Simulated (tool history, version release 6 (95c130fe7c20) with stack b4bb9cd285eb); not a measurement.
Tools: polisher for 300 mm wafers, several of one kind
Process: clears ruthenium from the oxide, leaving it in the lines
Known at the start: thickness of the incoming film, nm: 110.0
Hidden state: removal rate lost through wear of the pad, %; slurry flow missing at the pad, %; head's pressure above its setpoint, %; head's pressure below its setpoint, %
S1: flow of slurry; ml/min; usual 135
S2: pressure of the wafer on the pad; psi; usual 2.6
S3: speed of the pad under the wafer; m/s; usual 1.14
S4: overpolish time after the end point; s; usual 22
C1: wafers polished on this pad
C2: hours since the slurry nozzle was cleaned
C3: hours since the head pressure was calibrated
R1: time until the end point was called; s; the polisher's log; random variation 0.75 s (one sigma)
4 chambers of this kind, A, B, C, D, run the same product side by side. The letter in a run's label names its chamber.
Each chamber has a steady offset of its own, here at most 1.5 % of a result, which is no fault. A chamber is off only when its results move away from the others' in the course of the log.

run   hour   S1   S2    S3  S4    C1     C2      C3      R1
       2.9  -- chamber B: worn pad replaced by a new one
 1C    8.3  135  2.6  1.14  22  1109  329.1   809.3  56.094
 2D   17.0  135  2.6  1.14  22   753  395.2   612.4  56.162
 3B   23.6  135  2.6  1.14  22   174  370.8    25.9  55.774
      24.4  -- chamber C: worn pad replaced by a new one
 4A   28.7  135  2.6  1.14  22   918  353.3   566.4  56.405
 5B   35.6  135  2.6  1.14  22   275  382.8    37.9  53.797
 6D   43.4  135  2.6  1.14  22   976  421.6   638.8  54.318
 7C   48.1  135  2.6  1.14  22   199  368.9   849.1  55.479
 8A   52.7  135  2.6  1.14  22  1120  377.3   590.4  57.340
 9A   58.9  135  2.6  1.14  22  1172  383.5   596.6  55.403
10D   68.1  135  2.6  1.14  22  1184  446.3   663.5  55.958
11C   76.0  135  2.6  1.14  22   434  396.8   877.0  56.466
      78.2  -- chamber A: worn pad replaced by a new one
12B   80.6  135  2.6  1.14  22   655  427.8    82.9  55.684
13A   87.0  135  2.6  1.14  22    74  411.6   624.7  55.660
14B   94.0  135  2.6  1.14  22   768  441.2    96.3  55.402
15D   99.9  135  2.6  1.14  22  1452  478.1   695.3  56.429
     100.8  -- chamber D: worn pad replaced by a new one
     103.1  -- chamber B: worn pad replaced by a new one
16C  107.0  135  2.6  1.14  22   696  427.8   908.0  56.978
17A  112.7  135  2.6  1.14  22   291  437.3   650.4  56.136
18C  118.1  155  2.6  1.14  29   789  438.9   919.1  54.122
     120.8  -- chamber C: slurry nozzle cleaned
19B  124.4  155  2.6  1.14  29   179  471.6   126.7  54.277
20D  133.1  155  2.6  1.14  29   272  511.3   728.5  54.295
     140.8  -- chamber D: head pressure recalibrated
21A  142.5  155  2.6  1.14  29   542  467.1   680.2  53.832
22D  151.5  135  3.2  1.14  22   427  529.7    10.7  50.787
23C  160.3  135  3.2  1.14  22  1145   39.6   961.3  45.212
24B  165.1  135  3.2  1.14  22   522  512.3   167.4  45.902
     167.1  -- chamber C: worn pad replaced by a new one
25D  174.0  135  3.2  1.14  22   617  552.2    33.2  49.448
26A  178.8  135  2.6  1.14  22   848  503.4   716.5  56.064
27B  186.4  135  2.6  1.14  22   702  533.6   188.7  55.442
28C  192.2  135  3.2  1.14  22   212   71.5   993.2  45.103
29A  199.3  135  3.2  1.14  22  1020  523.9   737.0  46.196
30C  206.7  135  3.2  1.14  22   334   86.0  1007.7  46.002
31D  215.1  135  3.2  1.14  22   963  593.3    74.3  50.801
32B  219.8  135  2.6  1.14  22   983  567.0   222.1  56.249
33D  229.2  135  2.6  1.14  22  1082  607.4    88.4  61.639
     229.5  -- chamber B: worn pad replaced by a new one
34A  233.9  135  2.6  1.14  22  1312  558.5   771.6  56.154
35C  243.4  135  2.6  1.14  22   643  122.7  1044.4  55.442
36B  250.8  135  2.6  1.14  22   179  598.0   253.1  55.729
37B  258.1  135  2.6  1.14  22   241  605.3   260.4  54.419

All 4 chambers run these settings next. Forecast each chamber's results:
38A  265.1  135  2.6  0.92  22               ?
38B  265.1  135  2.6  0.92  22               ?
38C  265.1  135  2.6  0.92  22               ?
38D  265.1  135  2.6  0.92  22               ?

run      R1
38A  69.036
38B  67.850
38C  68.273
38D  76.657
